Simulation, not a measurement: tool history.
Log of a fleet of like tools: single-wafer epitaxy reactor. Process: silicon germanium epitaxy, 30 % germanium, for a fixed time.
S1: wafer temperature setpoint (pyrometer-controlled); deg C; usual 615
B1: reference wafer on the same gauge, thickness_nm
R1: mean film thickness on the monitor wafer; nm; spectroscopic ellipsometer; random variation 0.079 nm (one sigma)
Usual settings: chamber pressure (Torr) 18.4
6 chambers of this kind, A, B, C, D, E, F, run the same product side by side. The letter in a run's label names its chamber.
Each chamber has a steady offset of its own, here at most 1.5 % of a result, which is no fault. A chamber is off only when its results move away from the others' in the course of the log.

Run 1A, day 0.429: usual settings; B1 61.183. Result: R1 73.822 nm.
Run 2E, day 0.833: usual settings; B1 61.191. Result: R1 74.966 nm.
Run 3B, day 1.088: usual settings; B1 61.185. Result: R1 75.179 nm.
Run 4F, day 1.542: usual settings; B1 61.172. Result: R1 74.54 nm.
Run 5D, day 1.846: usual settings; B1 61.178. Result: R1 74.834 nm.
Run 6C, day 2.354: usual settings; B1 61.16. Result: R1 74.733 nm.
Run 7B, day 2.729: usual settings; B1 61.143. Result: R1 75.07 nm.
Run 8F, day 3.158: usual settings; B1 61.133. Result: R1 74.702 nm.
Run 9A, day 3.65: usual settings but S1 603 deg C; B1 61.123. Result: R1 59.396 nm.
Run 10C, day 4.133: usual settings but S1 603 deg C; B1 61.129. Result: R1 60.341 nm.
Run 11D, day 4.638: usual settings but S1 603 deg C; B1 61.109. Result: R1 60.097 nm.
Run 12E, day 5.1: usual settings but S1 603 deg C; B1 61.114. Result: R1 60.065 nm.
Run 13A, day 5.375: usual settings but S1 603 deg C; B1 61.098. Result: R1 59.423 nm.
Run 14E, day 5.679: usual settings but S1 603 deg C; B1 61.093. Result: R1 60.086 nm.
Run 15F, day 5.958: usual settings; B1 61.091. Result: R1 74.543 nm.
Run 16B, day 6.208: usual settings; B1 61.092. Result: R1 75.258 nm.
Run 17C, day 6.496: usual settings; B1 61.064. Result: R1 74.889 nm.
Run 18D, day 6.925: usual settings; B1 61.069. Result: R1 74.565 nm.
Run 19E, day 7.3: usual settings; B1 61.051. Result: R1 74.82 nm.
Run 20F, day 7.662: usual settings but S1 626 deg C; B1 61.067. Result: R1 90.397 nm.
At day 7.767: chamber D: capacitance manometer re-zeroed and calibrated.
Run 21B, day 8.004: usual settings but S1 626 deg C; B1 61.032. Result: R1 91.201 nm.
Run 22D, day 8.254: usual settings but S1 626 deg C; B1 61.037. Result: R1 90.74 nm.
At day 8.604: chamber D: pyrometer calibrated.
Run 23A, day 8.688: usual settings but S1 626 deg C; B1 61.023. Result: R1 89.179 nm.
Run 24C, day 9.033: usual settings but S1 626 deg C; B1 61.019. Result: R1 90.411 nm.
Run 25C, day 9.488: usual settings but S1 626 deg C; B1 61.031. Result: R1 90.429 nm.
Run 26D, day 9.775: usual settings; B1 61.002. Result: R1 74.867 nm.
Run 27A, day 10.154: usual settings; B1 61.01. Result: R1 73.51 nm.
At day 10.254: chamber F: pyrometer calibrated.
Run 28E, day 10.388: usual settings; B1 61.005. Result: R1 74.695 nm.
Run 29F, day 10.662: usual settings; B1 60.995. Result: R1 74.467 nm.
Run 30B, day 11.038: usual settings; B1 60.995. Result: R1 75.038 nm.
Run 31A, day 11.342: usual settings; B1 60.977. Result: R1 73.501 nm.
Run 32B, day 11.733: usual settings; B1 60.958. Result: R1 74.854 nm.
Run 33E, day 11.958: usual settings; B1 60.965. Result: R1 74.582 nm.
Run 34F, day 12.217: usual settings; B1 60.974. Result: R1 74.34 nm.
Run 35C, day 12.45: usual settings; B1 60.974. Result: R1 74.69 nm.
Run 36D, day 12.854: usual settings; B1 60.957. Result: R1 74.665 nm.
Run 37D, day 13.254: usual settings; B1 60.944. Result: R1 74.491 nm.
Run 38C, day 13.588: usual settings; B1 60.948. Result: R1 74.572 nm.

All 6 chambers run these settings next. Forecast each chamber's results:
Run 39A, day 13.967: usual settings. Result: R1 ?.
Run 39B, day 13.967: usual settings. Result: R1 ?.
Run 39C, day 13.967: usual settings. Result: R1 ?.
Run 39D, day 13.967: usual settings. Result: R1 ?.
Run 39E, day 13.967: usual settings. Result: R1 ?.
Run 39F, day 13.967: usual settings. Result: R1 ?.

run      R1
39A  73.463
39B  74.898
39C   74.62
39D  74.527
39E  74.626
39F  74.368
